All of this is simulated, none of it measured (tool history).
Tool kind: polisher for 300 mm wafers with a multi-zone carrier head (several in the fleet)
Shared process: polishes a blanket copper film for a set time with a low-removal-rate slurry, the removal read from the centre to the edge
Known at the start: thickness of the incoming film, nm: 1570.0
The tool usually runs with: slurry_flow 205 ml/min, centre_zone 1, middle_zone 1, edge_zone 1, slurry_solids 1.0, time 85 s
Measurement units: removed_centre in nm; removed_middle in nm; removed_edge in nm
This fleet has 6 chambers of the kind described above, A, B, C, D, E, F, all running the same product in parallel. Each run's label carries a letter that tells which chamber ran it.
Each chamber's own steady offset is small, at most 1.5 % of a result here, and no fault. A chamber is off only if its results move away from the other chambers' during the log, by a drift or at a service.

run	hour	slurry_flow	centre_zone	middle_zone	edge_zone	slurry_solids	time	wafers polished on this pad	hours since the slurry nozzle was cleaned	hours since the centre zone pressure was calibrated	hours since the edge zone pressure was calibrated	removed_centre	removed_middle	removed_edge
# hour 0.5: chamber D: edge zone pressure recalibrated
1A	6.0	205	1	1	1	1.0	85	194	120.6	179.3	270.5	160.23	164.57	162.31
2D	14.0	205	1	1	1	1.0	85	235	26.7	357.3	13.5	158.78	159.80	160.35
3F	19.0	205	1	1	1	1.0	85	525	244.4	1306.0	358.7	157.12	166.33	161.50
4B	25.1	205	1	1	1	1.0	85	895	254.4	227.3	1045.9	161.12	159.75	160.48
# hour 28.5: chamber F: worn pad replaced by a new one
5C	33.0	205	1	1	1	1.0	85	930	241.7	660.8	198.9	161.54	159.33	159.86
6E	38.4	205	1	1	1	1.0	85	562	274.1	577.4	202.4	157.96	159.60	159.44
7B	44.5	205	1	1	1	1.0	85	1020	273.8	246.7	1065.3	158.90	157.15	159.21
# hour 48.3: chamber B: slurry nozzle cleaned
8A	50.4	205	1	1	1	1.0	85	480	165.0	223.7	314.9	159.24	156.34	159.78
9D	58.6	205	1	1	1	1.0	85	523	71.3	401.9	58.1	160.14	158.87	160.92
10C	67.1	205	1	1	1	1.0	85	1150	275.8	694.9	233.0	160.45	157.18	158.05
11F	71.1	205	1	1	1	1.0	85	274	296.5	1358.1	410.8	157.84	160.59	158.99
12E	78.7	205	1	1	1	1.0	85	822	314.4	617.7	242.7	163.41	160.52	160.20
13D	85.8	205	1	1	1	1.0	85	698	98.5	429.1	85.3	159.64	161.22	161.11
# hour 88.6: chamber B: worn pad replaced by a new one
14B	91.4	205	1	1	1	1.0	85	18	43.1	293.6	1112.2	158.59	160.96	160.45
15A	97.4	205	1	1	1	1.0	85	783	212.0	270.7	361.9	161.40	161.39	158.16
16C	103.9	205	1	1	1	1.0	85	1387	312.6	731.7	269.8	157.71	153.50	156.45
17E	110.1	205	1	1	1	1.0	85	1025	345.8	649.1	274.1	164.54	158.84	158.73
# hour 114.3: chamber C: worn pad replaced by a new one
18F	117.2	205	1	1	1	1.0	85	572	342.6	1404.2	456.9	161.00	165.26	158.45
# hour 117.3: chamber D: worn pad replaced by a new one
# hour 123.3: chamber A: slurry nozzle cleaned
19C	123.4	205	1	1	1	1.0	85	58	332.1	751.2	289.3	158.07	158.96	158.21
20E	127.4	205	1	1	1	1.0	85	1137	363.1	666.4	291.4	158.76	154.24	159.52
21F	132.9	205	1	1	1	1.0	85	673	358.3	1419.9	472.6	161.22	163.54	159.09
# hour 134.6: chamber F: worn pad replaced by a new one
22A	137.6	205	1	1	1	1.2	85	1042	14.4	310.9	402.1	169.18	168.47	166.91
# hour 139.3: chamber B: edge zone pressure recalibrated
23D	144.4	205	1	1	1	1.2	85	175	157.1	487.7	143.9	167.81	165.94	167.22
# hour 147.6: chamber F: slurry nozzle cleaned
24B	153.3	205	1	1	1	1.2	85	417	105.0	355.5	14.0	166.95	160.29	167.00
# hour 159.1: chamber A: worn pad replaced by a new one
25B	161.8	205	1	1	1	1.2	85	472	113.5	364.0	22.5	169.42	163.62	164.19
# hour 163.8: chamber E: worn pad replaced by a new one
26D	169.6	205	1	1	1	1.2	85	337	182.3	512.9	169.1	169.12	165.60	169.28
27F	178.8	205	1	1	1	1.2	85	285	31.3	1465.8	518.5	170.47	171.15	165.22
28C	182.9	205	1	1	1	1.0	85	442	391.6	810.7	348.8	152.34	150.20	155.77
# hour 183.0: chamber F: edge zone pressure recalibrated
# hour 188.6: chamber E: slurry nozzle cleaned
29E	190.1	205	1	1	1	1.0	85	170	1.5	729.1	354.1	164.69	162.50	158.76
30A	197.2	205	1	1	1	1.0	85	246	74.0	370.5	461.7	159.72	164.49	158.59
# hour 198.0: chamber F: centre zone pressure recalibrated
31D	206.1	205	1	1	1	1.0	85	572	218.8	549.4	205.6	159.14	158.89	161.62
32B	210.1	205	1	1	1	1.0	85	784	161.8	412.3	70.8	159.51	158.33	158.13
33A	216.1	205	1	1	1	1.0	85	368	92.9	389.4	480.6	158.01	160.47	159.12
# hour 224.9: chamber F: worn pad replaced by a new one
34E	225.0	205	1	1	1	1.0	76	395	36.4	764.0	389.0	149.03	149.26	142.26
35C	231.4	205	1	1	1	1.0	76	755	440.1	859.2	397.3	134.00	134.12	134.30
36F	236.4	205	1	1	1	1.0	76	74	88.9	38.4	53.4	145.82	146.96	141.84
37E	241.3	205	1	1	1	1.0	76	500	52.7	780.3	405.3	143.60	143.30	140.14
38A	247.5	205	1	1	1	1.0	76	570	124.3	420.8	512.0	143.22	141.61	143.24
39B	256.1	205	1	1	1	1.0	76	1080	207.8	458.3	116.8	145.85	142.10	143.39

What goes on in this fleet: one chamber off, a drifting gauge, or nothing beyond the chambers' own small offsets? Name the chamber and the cause, if any.

Little by little, chamber C moves away from the other chambers.
What lies behind it: slurry flow missing at the pad, % = 37.9.

Here are 4 candidates for chamber C's next run, each the usual settings with a change, their results left as question marks. Which one brings its results back in line with what the others give on the usual settings?
To be in line, a result may differ from the other chambers' mean on the usual settings by at most: removed_centre 7.20 nm; removed_middle 8.40 nm; removed_edge 4.30 nm
40C-1	262.7	210	1.02	1.02	0.98	1.0	90					?	?	?
40C-2	262.7	190	0.96	0.96	1.03	1.0	76					?	?	?
40C-3	262.7	220	1.03	1.03	0.97	1.0	95					?	?	?
40C-4	262.7	200	0.98	0.98	1.02	1.0	80					?	?	?

On the usual settings, the other chambers give on average: removed_centre 160.62 nm; removed_middle 160.00 nm; removed_edge 160.00 nm
run	removed_centre	removed_middle	removed_edge
40C-1	160.03	157.19	158.18
40C-2	122.95	122.81	135.02
40C-3	172.73	169.09	167.24
40C-4	134.31	133.30	142.56
With 40C-1, the chamber falls back in line with the rest.

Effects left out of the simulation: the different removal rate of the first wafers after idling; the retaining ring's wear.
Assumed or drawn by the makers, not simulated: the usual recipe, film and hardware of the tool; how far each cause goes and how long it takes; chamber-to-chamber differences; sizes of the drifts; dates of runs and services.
